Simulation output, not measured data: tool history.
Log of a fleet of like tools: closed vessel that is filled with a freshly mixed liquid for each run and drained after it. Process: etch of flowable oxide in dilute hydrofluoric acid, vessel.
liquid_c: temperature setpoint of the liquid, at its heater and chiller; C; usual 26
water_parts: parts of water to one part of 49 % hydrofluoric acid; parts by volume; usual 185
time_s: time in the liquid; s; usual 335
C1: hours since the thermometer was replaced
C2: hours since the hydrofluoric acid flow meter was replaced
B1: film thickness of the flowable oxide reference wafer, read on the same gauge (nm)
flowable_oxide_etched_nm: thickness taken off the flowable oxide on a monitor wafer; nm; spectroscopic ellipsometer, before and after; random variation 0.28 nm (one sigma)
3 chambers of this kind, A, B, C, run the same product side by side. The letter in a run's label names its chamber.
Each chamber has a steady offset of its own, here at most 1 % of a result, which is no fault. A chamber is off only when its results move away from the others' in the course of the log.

{"run": "1C", "day": 0.329, "liquid_c": 26, "water_parts": 185, "time_s": 335, "C1": 1200.5, "C2": 603.3, "B1": 120.01, "flowable_oxide_etched_nm": 48.707}
{"run": "2B", "day": 0.5, "liquid_c": 26, "water_parts": 185, "time_s": 335, "C1": 216.4, "C2": 1371, "B1": 120.04, "flowable_oxide_etched_nm": 48.009}
{"run": "3A", "day": 0.883, "liquid_c": 26, "water_parts": 185, "time_s": 335, "C1": 1352.2, "C2": 1752.1, "B1": 120.01, "flowable_oxide_etched_nm": 48.683}
{"run": "4A", "day": 1.067, "liquid_c": 26, "water_parts": 185, "time_s": 335, "C1": 1356.6, "C2": 1756.5, "B1": 119.98, "flowable_oxide_etched_nm": 48.005}
{"run": "5C", "day": 1.367, "liquid_c": 26, "water_parts": 185, "time_s": 335, "C1": 1225.4, "C2": 628.2, "B1": 120, "flowable_oxide_etched_nm": 48.15}
{"run": "6B", "day": 1.667, "liquid_c": 26, "water_parts": 185, "time_s": 335, "C1": 244.4, "C2": 1399, "B1": 119.97, "flowable_oxide_etched_nm": 48.412}
{"run": "7C", "day": 1.871, "liquid_c": 26, "water_parts": 185, "time_s": 335, "C1": 1237.5, "C2": 640.3, "B1": 119.99, "flowable_oxide_etched_nm": 48.087}
{"run": "8B", "day": 2.217, "liquid_c": 26, "water_parts": 185, "time_s": 515, "C1": 257.6, "C2": 1412.2, "B1": 120, "flowable_oxide_etched_nm": 74.074}
{"run": "9A", "day": 2.592, "liquid_c": 26, "water_parts": 185, "time_s": 515, "C1": 1393.2, "C2": 1793.1, "B1": 119.99, "flowable_oxide_etched_nm": 74.622}
{"run": "10B", "day": 2.921, "liquid_c": 26, "water_parts": 185, "time_s": 515, "C1": 274.5, "C2": 1429.1, "B1": 120.02, "flowable_oxide_etched_nm": 74.114}
{"run": "11A", "day": 3.133, "liquid_c": 26, "water_parts": 185, "time_s": 335, "C1": 1406.2, "C2": 1806.1, "B1": 120.02, "flowable_oxide_etched_nm": 48.242}
{"run": "12C", "day": 3.354, "liquid_c": 26, "water_parts": 185, "time_s": 335, "C1": 1273.1, "C2": 675.9, "B1": 120, "flowable_oxide_etched_nm": 48.276}
{"run": "13A", "day": 3.575, "liquid_c": 26, "water_parts": 185, "time_s": 335, "C1": 1416.8, "C2": 1816.7, "B1": 119.99, "flowable_oxide_etched_nm": 48.175}
{"run": "14B", "day": 3.746, "liquid_c": 26, "water_parts": 185, "time_s": 335, "C1": 294.3, "C2": 1448.9, "B1": 119.99, "flowable_oxide_etched_nm": 48.258}
{"run": "15C", "day": 3.958, "liquid_c": 26, "water_parts": 185, "time_s": 335, "C1": 1287.6, "C2": 690.4, "B1": 119.99, "flowable_oxide_etched_nm": 48.376}
{"run": "16A", "day": 4.279, "liquid_c": 26, "water_parts": 185, "time_s": 335, "C1": 1433.7, "C2": 1833.6, "B1": 120.01, "flowable_oxide_etched_nm": 48.002}
{"run": "17B", "day": 4.617, "liquid_c": 26, "water_parts": 185, "time_s": 335, "C1": 315.2, "C2": 1469.8, "B1": 119.97, "flowable_oxide_etched_nm": 48.235}
{"run": "18C", "day": 4.892, "liquid_c": 24.5, "water_parts": 185, "time_s": 400, "C1": 1310, "C2": 712.8, "B1": 120.02, "flowable_oxide_etched_nm": 54.37}
{"run": "19C", "day": 5.079, "liquid_c": 24.5, "water_parts": 185, "time_s": 400, "C1": 1314.5, "C2": 717.3, "B1": 120.01, "flowable_oxide_etched_nm": 53.674}
{"run": "20B", "day": 5.358, "liquid_c": 24.5, "water_parts": 185, "time_s": 400, "C1": 333, "C2": 1487.6, "B1": 119.96, "flowable_oxide_etched_nm": 54.364}
{"run": "21A", "day": 5.525, "liquid_c": 26, "water_parts": 185, "time_s": 335, "C1": 1463.6, "C2": 1863.5, "B1": 119.99, "flowable_oxide_etched_nm": 48.588}
{"run": "22B", "day": 5.862, "liquid_c": 26, "water_parts": 185, "time_s": 335, "C1": 345.1, "C2": 1499.7, "B1": 120.01, "flowable_oxide_etched_nm": 48.139}
{"run": "23C", "day": 6.225, "liquid_c": 26, "water_parts": 185, "time_s": 335, "C1": 1342, "C2": 744.8, "B1": 119.96, "flowable_oxide_etched_nm": 46.905}
{"run": "24A", "day": 6.488, "liquid_c": 24, "water_parts": 125, "time_s": 335, "C1": 1486.7, "C2": 1886.6, "B1": 120, "flowable_oxide_etched_nm": 70.509}
{"run": "25B", "day": 6.696, "liquid_c": 24, "water_parts": 125, "time_s": 335, "C1": 365.1, "C2": 1519.7, "B1": 119.98, "flowable_oxide_etched_nm": 70.885}
{"run": "26C", "day": 7.004, "liquid_c": 24, "water_parts": 125, "time_s": 335, "C1": 1360.7, "C2": 763.5, "B1": 120, "flowable_oxide_etched_nm": 68.922}
{"run": "27A", "day": 7.346, "liquid_c": 26, "water_parts": 185, "time_s": 335, "C1": 1507.3, "C2": 1907.2, "B1": 120.02, "flowable_oxide_etched_nm": 48.853}
{"run": "28A", "day": 7.692, "liquid_c": 26, "water_parts": 185, "time_s": 335, "C1": 1515.6, "C2": 1915.5, "B1": 119.96, "flowable_oxide_etched_nm": 48.516}
{"run": "29B", "day": 7.971, "liquid_c": 26, "water_parts": 185, "time_s": 335, "C1": 395.7, "C2": 1550.3, "B1": 120.01, "flowable_oxide_etched_nm": 48.166}
{"run": "30C", "day": 8.158, "liquid_c": 26, "water_parts": 225, "time_s": 335, "C1": 1388.4, "C2": 791.2, "B1": 119.97, "flowable_oxide_etched_nm": 35.942}
{"run": "31C", "day": 8.517, "liquid_c": 26, "water_parts": 225, "time_s": 335, "C1": 1397, "C2": 799.8, "B1": 119.99, "flowable_oxide_etched_nm": 36.059}
{"run": "32A", "day": 8.729, "liquid_c": 26, "water_parts": 225, "time_s": 335, "C1": 1540.5, "C2": 1940.4, "B1": 119.99, "flowable_oxide_etched_nm": 38.066}

What goes on in this fleet: one chamber off, a drifting gauge, or nothing beyond the chambers' own small offsets? Name the chamber and the cause, if any.

Chamber C drifts away from the others.
Cause: liquid colder than its thermometer reads (K) = 1.62.
The log may not tell that from: hydrofluoric acid flow below the setpoint (%).

Here are 4 candidates for chamber C's next run, each the usual settings with a change, their results left as question marks. Which one brings its results back in line with what the others give on the usual settings?
In line means no further than this from the other chambers' mean on the usual settings: flowable_oxide_etched_nm 0.98 nm
{"run": "33C-1", "day": 9.0, "liquid_c": 26, "water_parts": 190, "time_s": 325, "flowable_oxide_etched_nm": "?"}
{"run": "33C-2", "day": 9.0, "liquid_c": 28.5, "water_parts": 185, "time_s": 335, "flowable_oxide_etched_nm": "?"}
{"run": "33C-3", "day": 9.0, "liquid_c": 26, "water_parts": 180, "time_s": 345, "flowable_oxide_etched_nm": "?"}
{"run": "33C-4", "day": 9.0, "liquid_c": 26, "water_parts": 200, "time_s": 335, "flowable_oxide_etched_nm": "?"}

The other chambers' mean on the usual settings: flowable_oxide_etched_nm 48.261 nm
run=33C-1 flowable_oxide_etched_nm=42.68
run=33C-2 flowable_oxide_etched_nm=49.781
run=33C-3 flowable_oxide_etched_nm=48.399
run=33C-4 flowable_oxide_etched_nm=41.303
33C-3 brings the chamber back in line.
